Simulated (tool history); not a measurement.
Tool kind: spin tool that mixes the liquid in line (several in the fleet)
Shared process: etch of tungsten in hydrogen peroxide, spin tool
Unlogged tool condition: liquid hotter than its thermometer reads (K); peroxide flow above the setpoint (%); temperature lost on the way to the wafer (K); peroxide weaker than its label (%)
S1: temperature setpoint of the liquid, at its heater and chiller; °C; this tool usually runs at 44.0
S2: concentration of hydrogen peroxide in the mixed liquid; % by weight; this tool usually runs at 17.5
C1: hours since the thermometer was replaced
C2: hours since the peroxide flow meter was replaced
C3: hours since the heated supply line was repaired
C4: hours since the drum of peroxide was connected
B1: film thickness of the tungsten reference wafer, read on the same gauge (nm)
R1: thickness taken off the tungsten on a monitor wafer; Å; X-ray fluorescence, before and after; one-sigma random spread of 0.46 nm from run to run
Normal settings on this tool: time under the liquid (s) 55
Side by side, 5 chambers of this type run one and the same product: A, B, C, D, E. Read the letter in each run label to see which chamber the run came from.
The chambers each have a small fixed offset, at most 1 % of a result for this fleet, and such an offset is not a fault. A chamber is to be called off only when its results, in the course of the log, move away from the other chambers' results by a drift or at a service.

Run 1D, day 0.275: usual settings; C1 796.7; C2 61.1; C3 950.6; C4 907.8; B1 130.01. Result: R1 591.33 Å.
Run 2E, day 0.646: usual settings; C1 479.7; C2 289.0; C3 1034.9; C4 780.9; B1 129.99. Result: R1 583.42 Å.
Run 3B, day 0.992: usual settings; C1 495.0; C2 794.4; C3 1350.9; C4 699.7; B1 129.99. Result: R1 594.97 Å.
Run 4A, day 1.479: usual settings; C1 393.5; C2 109.2; C3 106.7; C4 406.8; B1 129.99. Result: R1 594.13 Å.
Run 5C, day 1.958: usual settings; C1 123.2; C2 669.1; C3 422.0; C4 280.0; B1 130.02. Result: R1 603.64 Å.
At day 2.242: chamber B: new drum of peroxide connected.
Run 6E, day 2.342: usual settings but S1 38.5 °C, time under the liquid (s) 85; C1 520.4; C2 329.7; C3 1075.6; C4 821.6; B1 129.99. Result: R1 641.55 Å.
Run 7C, day 2.600: usual settings but S1 38.5 °C, time under the liquid (s) 85; C1 138.6; C2 684.5; C3 437.4; C4 295.4; B1 130.01. Result: R1 641.30 Å.
Run 8A, day 2.925: usual settings but S1 38.5 °C, time under the liquid (s) 85; C1 428.2; C2 143.9; C3 141.4; C4 441.5; B1 129.99. Result: R1 640.27 Å.
At day 2.967: chamber E: heated supply line repaired.
At day 3.400: chamber D: new drum of peroxide connected.
Run 9D, day 3.408: usual settings but S1 38.5 °C, time under the liquid (s) 85; C1 871.9; C2 136.3; C3 1025.8; C4 0.3; B1 130.02. Result: R1 647.74 Å.
Run 10B, day 3.742: usual settings but S1 38.5 °C, time under the liquid (s) 85; C1 561.0; C2 860.4; C3 1416.9; C4 36.1; B1 130.01. Result: R1 640.34 Å.
Run 11E, day 4.038: usual settings; C1 561.1; C2 370.4; C3 25.7; C4 862.3; B1 129.98. Result: R1 586.87 Å.
Run 12C, day 4.425: usual settings but S1 48.0 °C, S2 19.5 % by weight; C1 182.4; C2 728.3; C3 481.2; C4 339.2; B1 129.99. Result: R1 804.61 Å.
Run 13B, day 4.667: usual settings but S1 48.0 °C, S2 19.5 % by weight; C1 583.2; C2 882.6; C3 1439.1; C4 58.3; B1 129.97. Result: R1 801.88 Å.
Run 14D, day 4.938: usual settings but S1 48.0 °C, S2 19.5 % by weight; C1 908.6; C2 173.0; C3 1062.5; C4 37.0; B1 130.01. Result: R1 805.62 Å.
Run 15A, day 5.262: usual settings but S1 48.0 °C, S2 19.5 % by weight; C1 484.3; C2 200.0; C3 197.5; C4 497.6; B1 129.99. Result: R1 828.76 Å.
Run 16C, day 5.625: usual settings but S1 48.0 °C, S2 19.5 % by weight; C1 211.2; C2 757.1; C3 510.0; C4 368.0; B1 129.99. Result: R1 802.88 Å.
Run 17B, day 5.862: usual settings; C1 611.9; C2 911.3; C3 1467.8; C4 87.0; B1 129.99. Result: R1 596.54 Å.
Run 18A, day 6.338: usual settings; C1 510.1; C2 225.8; C3 223.3; C4 523.4; B1 129.99. Result: R1 603.30 Å.
Run 19D, day 6.654: usual settings; C1 949.8; C2 214.2; C3 1103.7; C4 78.2; B1 130.01. Result: R1 595.17 Å.
At day 6.767: chamber D: heated supply line repaired.
Run 20E, day 6.979: usual settings; C1 631.7; C2 441.0; C3 96.3; C4 932.9; B1 129.99. Result: R1 595.53 Å.
Run 21E, day 7.200: usual settings; C1 637.0; C2 446.3; C3 101.6; C4 938.2; B1 130.00. Result: R1 591.48 Å.
Run 22A, day 7.504: usual settings; C1 538.1; C2 253.8; C3 251.3; C4 551.4; B1 129.98. Result: R1 616.22 Å.
Run 23D, day 7.842: usual settings; C1 978.3; C2 242.7; C3 25.8; C4 106.7; B1 130.01. Result: R1 594.08 Å.
Run 24C, day 8.067: usual settings; C1 269.8; C2 815.7; C3 568.6; C4 426.6; B1 130.01. Result: R1 597.42 Å.
Run 25B, day 8.512: usual settings; C1 675.5; C2 974.9; C3 1531.4; C4 150.6; B1 130.00. Result: R1 594.59 Å.
Run 26B, day 8.833: usual settings; C1 683.2; C2 982.6; C3 1539.1; C4 158.3; B1 130.02. Result: R1 593.31 Å.
Run 27A, day 9.062: usual settings but S2 22.0 % by weight, time under the liquid (s) 75; C1 575.5; C2 291.2; C3 288.7; C4 588.8; B1 130.02. Result: R1 938.26 Å.
Run 28D, day 9.462: usual settings but S2 22.0 % by weight, time under the liquid (s) 75; C1 1017.2; C2 281.6; C3 64.7; C4 145.6; B1 130.01. Result: R1 921.62 Å.
Run 29E, day 9.783: usual settings but S2 22.0 % by weight, time under the liquid (s) 75; C1 699.0; C2 508.3; C3 163.6; C4 1000.2; B1 130.02. Result: R1 913.95 Å.
At day 9.800: chamber D: thermometer replaced.
Run 30C, day 10.167: usual settings but S2 22.0 % by weight, time under the liquid (s) 75; C1 320.2; C2 866.1; C3 619.0; C4 477.0; B1 130.01. Result: R1 914.45 Å.
Run 31C, day 10.475: usual settings but S2 22.0 % by weight, time under the liquid (s) 75; C1 327.6; C2 873.5; C3 626.4; C4 484.4; B1 129.99. Result: R1 901.37 Å.
Run 32B, day 10.917: usual settings; C1 733.2; C2 1032.6; C3 1589.1; C4 208.3; B1 129.97. Result: R1 600.02 Å.
Run 33D, day 11.317: usual settings; C1 36.5; C2 326.1; C3 109.2; C4 190.1; B1 130.01. Result: R1 595.94 Å.
Run 34E, day 11.642: usual settings but S2 16.0 % by weight; C1 743.6; C2 552.9; C3 208.2; C4 1044.8; B1 130.01. Result: R1 570.88 Å.
Run 35A, day 12.133: usual settings but S2 16.0 % by weight; C1 649.2; C2 364.9; C3 362.4; C4 662.5; B1 129.99. Result: R1 606.94 Å.

All 5 chambers run these settings next. Forecast each chamber's results:
Run 36A, day 12.483: usual settings but S2 13.0 % by weight. Result: R1 ?.
Run 36B, day 12.483: usual settings but S2 13.0 % by weight. Result: R1 ?.
Run 36C, day 12.483: usual settings but S2 13.0 % by weight. Result: R1 ?.
Run 36D, day 12.483: usual settings but S2 13.0 % by weight. Result: R1 ?.
Run 36E, day 12.483: usual settings but S2 13.0 % by weight. Result: R1 ?.

run      R1
36A  546.48
36B  515.29
36C  507.36
36D  508.61
36E  512.23
